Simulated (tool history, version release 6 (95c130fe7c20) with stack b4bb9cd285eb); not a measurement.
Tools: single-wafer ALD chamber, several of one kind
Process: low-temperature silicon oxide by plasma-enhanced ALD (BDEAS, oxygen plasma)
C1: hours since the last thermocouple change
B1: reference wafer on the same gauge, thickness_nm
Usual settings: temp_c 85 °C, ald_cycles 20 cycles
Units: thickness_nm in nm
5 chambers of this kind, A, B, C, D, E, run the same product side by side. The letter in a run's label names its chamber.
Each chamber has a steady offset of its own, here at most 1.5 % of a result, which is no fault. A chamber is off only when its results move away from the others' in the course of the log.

{"run": "1A", "hour": 7.4, "temp_c": 85, "ald_cycles": 20, "C1": 249.9, "B1": 2.5481, "thickness_nm": 3.0105}
{"run": "2C", "hour": 17.6, "temp_c": 85, "ald_cycles": 20, "C1": 745.4, "B1": 2.5486, "thickness_nm": 3.025}
{"run": "3E", "hour": 31.7, "temp_c": 85, "ald_cycles": 20, "C1": 826.5, "B1": 2.5509, "thickness_nm": 3.0059}
{"run": "4D", "hour": 47.0, "temp_c": 85, "ald_cycles": 20, "C1": 205.4, "B1": 2.5482, "thickness_nm": 3.0555}
{"run": "5B", "hour": 57.9, "temp_c": 85, "ald_cycles": 20, "C1": 1471.8, "B1": 2.5505, "thickness_nm": 3.0274}
{"run": "6C", "hour": 66.0, "temp_c": 93, "ald_cycles": 20, "C1": 793.8, "B1": 2.5483, "thickness_nm": 2.9263}
{"run": "7E", "hour": 79.7, "temp_c": 93, "ald_cycles": 20, "C1": 874.5, "B1": 2.5508, "thickness_nm": 2.9476}
{"run": "8D", "hour": 94.7, "temp_c": 93, "ald_cycles": 20, "C1": 253.1, "B1": 2.5501, "thickness_nm": 2.9625}
{"run": "9B", "hour": 105.5, "temp_c": 93, "ald_cycles": 20, "C1": 1519.4, "B1": 2.5506, "thickness_nm": 2.9485}
{"run": "10A", "hour": 118.1, "temp_c": 93, "ald_cycles": 20, "C1": 360.6, "B1": 2.5515, "thickness_nm": 2.9346}
{"run": "11E", "hour": 132.6, "temp_c": 85, "ald_cycles": 20, "C1": 927.4, "B1": 2.5486, "thickness_nm": 3.0102}
{"run": "12B", "hour": 146.0, "temp_c": 85, "ald_cycles": 20, "C1": 1559.9, "B1": 2.5509, "thickness_nm": 3.009}
{"run": "13A", "hour": 159.0, "temp_c": 85, "ald_cycles": 20, "C1": 401.5, "B1": 2.5499, "thickness_nm": 3.0287}
{"run": "14C", "hour": 166.8, "temp_c": 85, "ald_cycles": 20, "C1": 894.6, "B1": 2.5497, "thickness_nm": 3.0211}
{"run": "15D", "hour": 175.1, "temp_c": 85, "ald_cycles": 20, "C1": 333.5, "B1": 2.5489, "thickness_nm": 3.0468}
{"run": "16D", "hour": 187.8, "temp_c": 85, "ald_cycles": 20, "C1": 346.2, "B1": 2.5502, "thickness_nm": 3.0492}
{"run": "17B", "hour": 195.4, "temp_c": 85, "ald_cycles": 20, "C1": 1609.3, "B1": 2.5498, "thickness_nm": 3.0264}
{"run": "18A", "hour": 210.1, "temp_c": 85, "ald_cycles": 20, "C1": 452.6, "B1": 2.5505, "thickness_nm": 3.0194}
{"run": "19C", "hour": 222.6, "temp_c": 85, "ald_cycles": 20, "C1": 950.4, "B1": 2.5502, "thickness_nm": 3.0111}
{"hour": 226.2, "done": "chamber C: thermocouple changed; heater temperature recalibrated"}
{"run": "20E", "hour": 233.9, "temp_c": 85, "ald_cycles": 20, "C1": 1028.7, "B1": 2.5519, "thickness_nm": 2.9997}
{"run": "21A", "hour": 248.0, "temp_c": 85, "ald_cycles": 20, "C1": 490.5, "B1": 2.5502, "thickness_nm": 3.0252}
{"run": "22B", "hour": 262.5, "temp_c": 85, "ald_cycles": 20, "C1": 1676.4, "B1": 2.5514, "thickness_nm": 3.0256}
{"run": "23E", "hour": 269.5, "temp_c": 85, "ald_cycles": 20, "C1": 1064.3, "B1": 2.547, "thickness_nm": 3.0057}
{"run": "24D", "hour": 277.8, "temp_c": 85, "ald_cycles": 20, "C1": 436.2, "B1": 2.5508, "thickness_nm": 3.0451}
{"run": "25C", "hour": 292.6, "temp_c": 85, "ald_cycles": 20, "C1": 66.4, "B1": 2.5499, "thickness_nm": 3.0038}
{"run": "26B", "hour": 306.4, "temp_c": 85, "ald_cycles": 20, "C1": 1720.3, "B1": 2.5493, "thickness_nm": 3.019}
{"run": "27D", "hour": 321.6, "temp_c": 85, "ald_cycles": 20, "C1": 480, "B1": 2.55, "thickness_nm": 3.0455}
{"run": "28A", "hour": 332.7, "temp_c": 85, "ald_cycles": 20, "C1": 575.2, "B1": 2.5499, "thickness_nm": 3.0136}
{"run": "29C", "hour": 347.2, "temp_c": 85, "ald_cycles": 20, "C1": 121, "B1": 2.5504, "thickness_nm": 3.0201}
{"run": "30E", "hour": 362.0, "temp_c": 85, "ald_cycles": 20, "C1": 1156.8, "B1": 2.5484, "thickness_nm": 3.0135}
{"run": "31D", "hour": 369.9, "temp_c": 85, "ald_cycles": 20, "C1": 528.3, "B1": 2.5496, "thickness_nm": 3.0622}

What goes on in this fleet: one chamber off, a drifting gauge, or nothing beyond the chambers' own small offsets? Name the chamber and the cause, if any.

No chamber stands off beyond its own small offset, and the gauge holds steady.
